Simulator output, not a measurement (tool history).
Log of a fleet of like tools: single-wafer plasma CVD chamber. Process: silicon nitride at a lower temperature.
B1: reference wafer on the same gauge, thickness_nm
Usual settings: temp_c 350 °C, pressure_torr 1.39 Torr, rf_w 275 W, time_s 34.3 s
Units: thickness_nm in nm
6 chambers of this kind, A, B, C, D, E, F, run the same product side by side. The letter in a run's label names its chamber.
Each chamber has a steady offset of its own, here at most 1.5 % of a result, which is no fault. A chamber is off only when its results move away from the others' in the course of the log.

{"day": 0.083, "done": "chamber C: RF generator calibrated"}
{"run": "1C", "day": 0.229, "temp_c": 350, "pressure_torr": 1.39, "rf_w": 275, "time_s": 34.3, "B1": 29.989, "thickness_nm": 36.336}
{"run": "2B", "day": 0.475, "temp_c": 350, "pressure_torr": 1.39, "rf_w": 275, "time_s": 34.3, "B1": 29.986, "thickness_nm": 36.247}
{"day": 0.571, "done": "chamber F: thermocouple changed; heater temperature recalibrated"}
{"run": "3A", "day": 0.712, "temp_c": 350, "pressure_torr": 1.39, "rf_w": 275, "time_s": 34.3, "B1": 30.014, "thickness_nm": 36.942}
{"run": "4E", "day": 0.933, "temp_c": 350, "pressure_torr": 1.39, "rf_w": 275, "time_s": 34.3, "B1": 30.006, "thickness_nm": 36.238}
{"run": "5F", "day": 1.221, "temp_c": 350, "pressure_torr": 1.39, "rf_w": 275, "time_s": 34.3, "B1": 29.979, "thickness_nm": 36.664}
{"run": "6D", "day": 1.404, "temp_c": 350, "pressure_torr": 1.39, "rf_w": 300, "time_s": 27.7, "B1": 30.004, "thickness_nm": 31.367}
{"run": "7E", "day": 1.646, "temp_c": 350, "pressure_torr": 1.39, "rf_w": 300, "time_s": 27.7, "B1": 29.988, "thickness_nm": 31.188}
{"run": "8C", "day": 1.996, "temp_c": 350, "pressure_torr": 1.39, "rf_w": 300, "time_s": 27.7, "B1": 30.0, "thickness_nm": 31.026}
{"run": "9A", "day": 2.275, "temp_c": 350, "pressure_torr": 1.39, "rf_w": 300, "time_s": 27.7, "B1": 29.996, "thickness_nm": 31.601}
{"run": "10D", "day": 2.654, "temp_c": 350, "pressure_torr": 1.39, "rf_w": 300, "time_s": 27.7, "B1": 30.0, "thickness_nm": 31.409}
{"run": "11F", "day": 2.983, "temp_c": 350, "pressure_torr": 1.39, "rf_w": 300, "time_s": 27.7, "B1": 29.987, "thickness_nm": 31.33}
{"run": "12B", "day": 3.238, "temp_c": 350, "pressure_torr": 1.39, "rf_w": 275, "time_s": 34.3, "B1": 30.009, "thickness_nm": 36.341}
{"day": 3.442, "done": "chamber D: capacitance manometer re-zeroed and calibrated"}
{"run": "13F", "day": 3.633, "temp_c": 350, "pressure_torr": 1.39, "rf_w": 275, "time_s": 34.3, "B1": 29.985, "thickness_nm": 36.637}
{"run": "14A", "day": 4.0, "temp_c": 350, "pressure_torr": 1.39, "rf_w": 275, "time_s": 34.3, "B1": 30.014, "thickness_nm": 36.947}
{"run": "15C", "day": 4.3, "temp_c": 356, "pressure_torr": 1.39, "rf_w": 255, "time_s": 34.3, "B1": 29.998, "thickness_nm": 34.296}
{"run": "16E", "day": 4.575, "temp_c": 356, "pressure_torr": 1.39, "rf_w": 255, "time_s": 34.3, "B1": 30.011, "thickness_nm": 34.357}
{"run": "17B", "day": 4.817, "temp_c": 356, "pressure_torr": 1.39, "rf_w": 255, "time_s": 34.3, "B1": 30.011, "thickness_nm": 34.33}
{"run": "18D", "day": 5.15, "temp_c": 356, "pressure_torr": 1.39, "rf_w": 255, "time_s": 34.3, "B1": 29.995, "thickness_nm": 34.608}
{"run": "19E", "day": 5.45, "temp_c": 356, "pressure_torr": 1.39, "rf_w": 255, "time_s": 34.3, "B1": 29.999, "thickness_nm": 34.205}
{"run": "20C", "day": 5.633, "temp_c": 356, "pressure_torr": 1.39, "rf_w": 255, "time_s": 34.3, "B1": 29.996, "thickness_nm": 34.41}
{"run": "21F", "day": 5.975, "temp_c": 350, "pressure_torr": 1.39, "rf_w": 275, "time_s": 34.3, "B1": 30.003, "thickness_nm": 36.194}
{"run": "22A", "day": 6.3, "temp_c": 350, "pressure_torr": 1.39, "rf_w": 275, "time_s": 34.3, "B1": 30.02, "thickness_nm": 36.852}
{"run": "23B", "day": 6.683, "temp_c": 350, "pressure_torr": 1.39, "rf_w": 275, "time_s": 34.3, "B1": 29.995, "thickness_nm": 36.406}
{"run": "24D", "day": 7.025, "temp_c": 350, "pressure_torr": 1.39, "rf_w": 275, "time_s": 34.3, "B1": 29.985, "thickness_nm": 36.602}
{"run": "25B", "day": 7.225, "temp_c": 336, "pressure_torr": 1.39, "rf_w": 275, "time_s": 34.3, "B1": 29.987, "thickness_nm": 36.516}
{"run": "26D", "day": 7.454, "temp_c": 336, "pressure_torr": 1.39, "rf_w": 275, "time_s": 34.3, "B1": 30.001, "thickness_nm": 36.756}
{"run": "27E", "day": 7.746, "temp_c": 336, "pressure_torr": 1.39, "rf_w": 275, "time_s": 34.3, "B1": 30.01, "thickness_nm": 36.527}
{"run": "28F", "day": 8.121, "temp_c": 336, "pressure_torr": 1.39, "rf_w": 275, "time_s": 34.3, "B1": 29.978, "thickness_nm": 36.174}
{"run": "29C", "day": 8.454, "temp_c": 336, "pressure_torr": 1.39, "rf_w": 275, "time_s": 34.3, "B1": 30.011, "thickness_nm": 36.398}
{"run": "30A", "day": 8.646, "temp_c": 336, "pressure_torr": 1.39, "rf_w": 275, "time_s": 34.3, "B1": 30.002, "thickness_nm": 37.059}
{"run": "31B", "day": 9.033, "temp_c": 350, "pressure_torr": 1.39, "rf_w": 275, "time_s": 34.3, "B1": 30.007, "thickness_nm": 36.34}
{"run": "32C", "day": 9.292, "temp_c": 350, "pressure_torr": 1.39, "rf_w": 275, "time_s": 34.3, "B1": 30.004, "thickness_nm": 36.278}
{"run": "33F", "day": 9.467, "temp_c": 350, "pressure_torr": 1.39, "rf_w": 230, "time_s": 37.8, "B1": 30.006, "thickness_nm": 34.582}
{"run": "34A", "day": 9.746, "temp_c": 350, "pressure_torr": 1.39, "rf_w": 230, "time_s": 37.8, "B1": 29.992, "thickness_nm": 35.857}
{"run": "35E", "day": 10.046, "temp_c": 350, "pressure_torr": 1.39, "rf_w": 230, "time_s": 37.8, "B1": 29.996, "thickness_nm": 35.334}
{"run": "36D", "day": 10.296, "temp_c": 350, "pressure_torr": 1.39, "rf_w": 230, "time_s": 37.8, "B1": 30.007, "thickness_nm": 35.524}

Next, every chamber runs the same settings. What will each give?
{"run": "37A", "day": 10.579, "temp_c": 350, "pressure_torr": 1.39, "rf_w": 275, "time_s": 34.3, "thickness_nm": "?"}
{"run": "37B", "day": 10.579, "temp_c": 350, "pressure_torr": 1.39, "rf_w": 275, "time_s": 34.3, "thickness_nm": "?"}
{"run": "37C", "day": 10.579, "temp_c": 350, "pressure_torr": 1.39, "rf_w": 275, "time_s": 34.3, "thickness_nm": "?"}
{"run": "37D", "day": 10.579, "temp_c": 350, "pressure_torr": 1.39, "rf_w": 275, "time_s": 34.3, "thickness_nm": "?"}
{"run": "37E", "day": 10.579, "temp_c": 350, "pressure_torr": 1.39, "rf_w": 275, "time_s": 34.3, "thickness_nm": "?"}
{"run": "37F", "day": 10.579, "temp_c": 350, "pressure_torr": 1.39, "rf_w": 275, "time_s": 34.3, "thickness_nm": "?"}

run=37A thickness_nm=36.792
run=37B thickness_nm=36.311
run=37C thickness_nm=36.195
run=37D thickness_nm=36.486
run=37E thickness_nm=36.338
run=37F thickness_nm=35.545

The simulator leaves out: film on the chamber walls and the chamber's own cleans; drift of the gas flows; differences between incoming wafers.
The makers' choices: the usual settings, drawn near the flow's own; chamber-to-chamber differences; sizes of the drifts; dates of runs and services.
